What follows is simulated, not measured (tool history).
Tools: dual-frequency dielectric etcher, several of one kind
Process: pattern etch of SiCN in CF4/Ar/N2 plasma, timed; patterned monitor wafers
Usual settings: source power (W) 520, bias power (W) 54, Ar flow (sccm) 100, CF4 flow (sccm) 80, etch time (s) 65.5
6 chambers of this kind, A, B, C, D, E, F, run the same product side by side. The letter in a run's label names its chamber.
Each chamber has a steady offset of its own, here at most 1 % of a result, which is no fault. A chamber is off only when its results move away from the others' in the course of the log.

| run | hour | source power (W) | bias power (W) | Ar flow (sccm) | CF4 flow (sccm) | etch time (s) | read-back reference wafer on the same gauge, depth_nm | mean etch depth across the wafer (Å) |
|---|---|---|---|---|---|---|---|---|
| 1E | 4.8 | 520 | 54 | 100 | 80 | 65.5 | 51.604 | 595.34 |
| 2A | 14.2 | 520 | 54 | 100 | 80 | 65.5 | 51.598 | 595.63 |
| 3F | 21.5 | 520 | 54 | 100 | 80 | 65.5 | 51.6 | 595.39 |
|  | 27.3 | chamber B: wet clean of the chamber |
| 4D | 27.4 | 520 | 54 | 100 | 80 | 65.5 | 51.562 | 589.06 |
|  | 29.3 | chamber A: bias power generator calibrated |
|  | 30 | chamber C: Ar flow controller replaced |
| 5B | 37.8 | 520 | 54 | 100 | 80 | 65.5 | 51.534 | 596.88 |
| 6C | 44.2 | 520 | 54 | 100 | 80 | 65.5 | 51.568 | 598.35 |
|  | 48 | chamber B: bias power generator calibrated |
| 7C | 49.5 | 520 | 54 | 100 | 80 | 65.5 | 51.644 | 598.42 |
| 8E | 57.4 | 520 | 54 | 100 | 80 | 65.5 | 51.567 | 596.19 |
| 9A | 64.2 | 520 | 54 | 100 | 80 | 65.5 | 51.611 | 589.49 |
| 10F | 73.3 | 520 | 54 | 100 | 80 | 65.5 | 51.544 | 595.23 |
| 11B | 80.3 | 520 | 54 | 100 | 80 | 65.5 | 51.572 | 600.29 |
| 12D | 87.7 | 520 | 54 | 100 | 80 | 65.5 | 51.596 | 589.75 |
| 13C | 96.9 | 520 | 54 | 100 | 80 | 65.5 | 51.637 | 598.52 |
| 14F | 106.4 | 520 | 54 | 100 | 80 | 65.5 | 51.636 | 593.53 |
| 15B | 112.8 | 520 | 54 | 100 | 80 | 65.5 | 51.623 | 601.38 |
| 16E | 118.7 | 520 | 54 | 100 | 80 | 65.5 | 51.569 | 594.13 |
| 17A | 126.7 | 520 | 54 | 100 | 80 | 65.5 | 51.569 | 591.79 |
| 18D | 134.2 | 520 | 54 | 100 | 80 | 65.5 | 51.66 | 592.78 |
| 19A | 141 | 520 | 54 | 100 | 67 | 65.5 | 51.619 | 579.08 |
| 20F | 146.4 | 520 | 54 | 100 | 67 | 65.5 | 51.544 | 584.22 |
| 21D | 154.2 | 520 | 54 | 100 | 67 | 65.5 | 51.612 | 571.57 |
|  | 155.8 | chamber F: bias power generator calibrated |
| 22E | 164 | 520 | 54 | 100 | 67 | 65.5 | 51.641 | 573.5 |
| 23B | 169.1 | 520 | 54 | 100 | 67 | 65.5 | 51.584 | 578.97 |
| 24C | 176.1 | 520 | 54 | 100 | 67 | 65.5 | 51.572 | 578.94 |
| 25C | 183 | 520 | 54 | 79 | 80 | 65.5 | 51.619 | 626.83 |
| 26F | 190 | 520 | 54 | 79 | 80 | 65.5 | 51.552 | 624.49 |
| 27D | 194.6 | 520 | 54 | 79 | 80 | 65.5 | 51.646 | 612.96 |
| 28E | 202.4 | 520 | 54 | 79 | 80 | 65.5 | 51.636 | 615.26 |
| 29B | 211 | 520 | 54 | 79 | 80 | 65.5 | 51.62 | 620.11 |
| 30A | 218.4 | 520 | 54 | 79 | 80 | 65.5 | 51.568 | 610.76 |
| 31E | 222.9 | 520 | 54 | 100 | 80 | 65.5 | 51.625 | 591.52 |
| 32B | 232 | 520 | 68 | 100 | 67 | 65.5 | 51.633 | 624.9 |
| 33A | 237 | 520 | 68 | 100 | 67 | 65.5 | 51.591 | 617.44 |
|  | 242.3 | chamber C: wet clean of the chamber |
|  | 242.5 | chamber E: wet clean of the chamber |
| 34F | 243.3 | 520 | 68 | 100 | 67 | 65.5 | 51.56 | 639.18 |
| 35D | 248.9 | 520 | 68 | 100 | 67 | 65.5 | 51.615 | 622.54 |
| 36C | 254.4 | 520 | 68 | 100 | 67 | 65.5 | 51.565 | 630.49 |
|  | 264 | chamber A: source power generator calibrated |
| 37E | 264.5 | 520 | 68 | 100 | 67 | 65.5 | 51.596 | 625.36 |
| 38B | 270.3 | 520 | 54 | 100 | 80 | 65.5 | 51.58 | 598.04 |
| 39A | 280.3 | 520 | 54 | 100 | 80 | 65.5 | 51.619 | 589.49 |

Next, every chamber runs the same settings. What will each give?
| 40A | 287.8 | 520 | 54 | 114 | 80 | 65.5 |  | ? |
| 40B | 287.8 | 520 | 54 | 114 | 80 | 65.5 |  | ? |
| 40C | 287.8 | 520 | 54 | 114 | 80 | 65.5 |  | ? |
| 40D | 287.8 | 520 | 54 | 114 | 80 | 65.5 |  | ? |
| 40E | 287.8 | 520 | 54 | 114 | 80 | 65.5 |  | ? |
| 40F | 287.8 | 520 | 54 | 114 | 80 | 65.5 |  | ? |

| run | mean etch depth across the wafer (Å) |
|---|---|
| 40A | 580.74 |
| 40B | 587.16 |
| 40C | 587.78 |
| 40D | 576.19 |
| 40E | 575.43 |
| 40F | 601.25 |
